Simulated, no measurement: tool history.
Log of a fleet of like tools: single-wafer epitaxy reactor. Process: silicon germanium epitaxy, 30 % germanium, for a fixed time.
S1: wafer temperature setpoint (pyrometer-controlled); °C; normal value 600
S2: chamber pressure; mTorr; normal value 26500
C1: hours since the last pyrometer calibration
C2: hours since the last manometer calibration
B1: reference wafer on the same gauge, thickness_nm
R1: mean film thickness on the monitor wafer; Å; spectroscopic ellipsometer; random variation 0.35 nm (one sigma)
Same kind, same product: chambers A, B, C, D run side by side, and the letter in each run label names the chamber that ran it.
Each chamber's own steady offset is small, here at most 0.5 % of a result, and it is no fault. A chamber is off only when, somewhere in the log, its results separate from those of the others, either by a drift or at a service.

Run 1D, hour 14.4: usual settings; C1 1086.5; C2 1324.3; B1 78.356. Result: R1 661.72 Å.
Run 2C, hour 26.3: usual settings; C1 906.7; C2 2129.0; B1 78.354. Result: R1 662.52 Å.
Run 3B, hour 41.0: usual settings; C1 1286.9; C2 649.2; B1 78.272. Result: R1 663.50 Å.
Run 4A, hour 54.2: usual settings; C1 2103.9; C2 383.0; B1 78.424. Result: R1 663.16 Å.
Run 5B, hour 60.9: usual settings; C1 1306.8; C2 669.1; B1 78.338. Result: R1 663.22 Å.
Run 6A, hour 68.8: usual settings but S2 24100 mTorr; C1 2118.5; C2 397.6; B1 78.384. Result: R1 637.81 Å.
Run 7D, hour 81.6: usual settings but S2 24100 mTorr; C1 1153.7; C2 1391.5; B1 78.474. Result: R1 640.89 Å.
Run 8C, hour 88.7: usual settings but S2 24100 mTorr; C1 969.1; C2 2191.4; B1 78.334. Result: R1 631.10 Å.
Run 9D, hour 101.3: usual settings but S2 24100 mTorr; C1 1173.4; C2 1411.2; B1 78.470. Result: R1 640.88 Å.
Run 10A, hour 114.2: usual settings; C1 2163.9; C2 443.0; B1 78.395. Result: R1 662.36 Å.
Run 11C, hour 129.6: usual settings; C1 1010.0; C2 2232.3; B1 78.431. Result: R1 658.78 Å.
Run 12B, hour 138.3: usual settings but S1 594 °C; C1 1384.2; C2 746.5; B1 78.412. Result: R1 595.72 Å.
Run 13D, hour 150.7: usual settings but S1 594 °C; C1 1222.8; C2 1460.6; B1 78.406. Result: R1 592.34 Å.
Run 14A, hour 163.4: usual settings but S1 594 °C; C1 2213.1; C2 492.2; B1 78.378. Result: R1 597.59 Å.
At hour 176.7: chamber A: pyrometer calibrated.
Run 15B, hour 178.8: usual settings but S1 594 °C; C1 1424.7; C2 787.0; B1 78.380. Result: R1 591.09 Å.
At hour 179.2: chamber C: pyrometer calibrated.
Run 16C, hour 189.7: usual settings; C1 10.5; C2 2292.4; B1 78.418. Result: R1 625.26 Å.
Run 17C, hour 203.3: usual settings; C1 24.1; C2 2306.0; B1 78.403. Result: R1 628.67 Å.
Run 18A, hour 211.2: usual settings; C1 34.5; C2 540.0; B1 78.334. Result: R1 662.37 Å.
Run 19D, hour 218.6: usual settings; C1 1290.7; C2 1528.5; B1 78.429. Result: R1 661.30 Å.
At hour 221.7: chamber D: pyrometer calibrated.
Run 20B, hour 230.8: usual settings; C1 1476.7; C2 839.0; B1 78.424. Result: R1 660.36 Å.
Run 21B, hour 246.3: usual settings; C1 1492.2; C2 854.5; B1 78.407. Result: R1 655.24 Å.
Run 22C, hour 255.2: usual settings; C1 76.0; C2 2357.9; B1 78.447. Result: R1 630.07 Å.
Run 23D, hour 269.1: usual settings; C1 47.5; C2 1579.0; B1 78.435. Result: R1 669.26 Å.
Run 24A, hour 282.8: usual settings but S1 591 °C; C1 106.1; C2 611.6; B1 78.378. Result: R1 555.51 Å.
Run 25D, hour 292.6: usual settings but S1 591 °C; C1 71.0; C2 1602.5; B1 78.380. Result: R1 564.10 Å.

Next, all 4 chambers run the settings below, one line each with question marks for the results. What does each chamber give?
Run 26A, hour 303.7: usual settings but S2 29800 mTorr. Result: R1 ?.
Run 26B, hour 303.7: usual settings but S2 29800 mTorr. Result: R1 ?.
Run 26C, hour 303.7: usual settings but S2 29800 mTorr. Result: R1 ?.
Run 26D, hour 303.7: usual settings but S2 29800 mTorr. Result: R1 ?.

run      R1
26A  690.88
26B  702.20
26C  656.61
26D  689.83

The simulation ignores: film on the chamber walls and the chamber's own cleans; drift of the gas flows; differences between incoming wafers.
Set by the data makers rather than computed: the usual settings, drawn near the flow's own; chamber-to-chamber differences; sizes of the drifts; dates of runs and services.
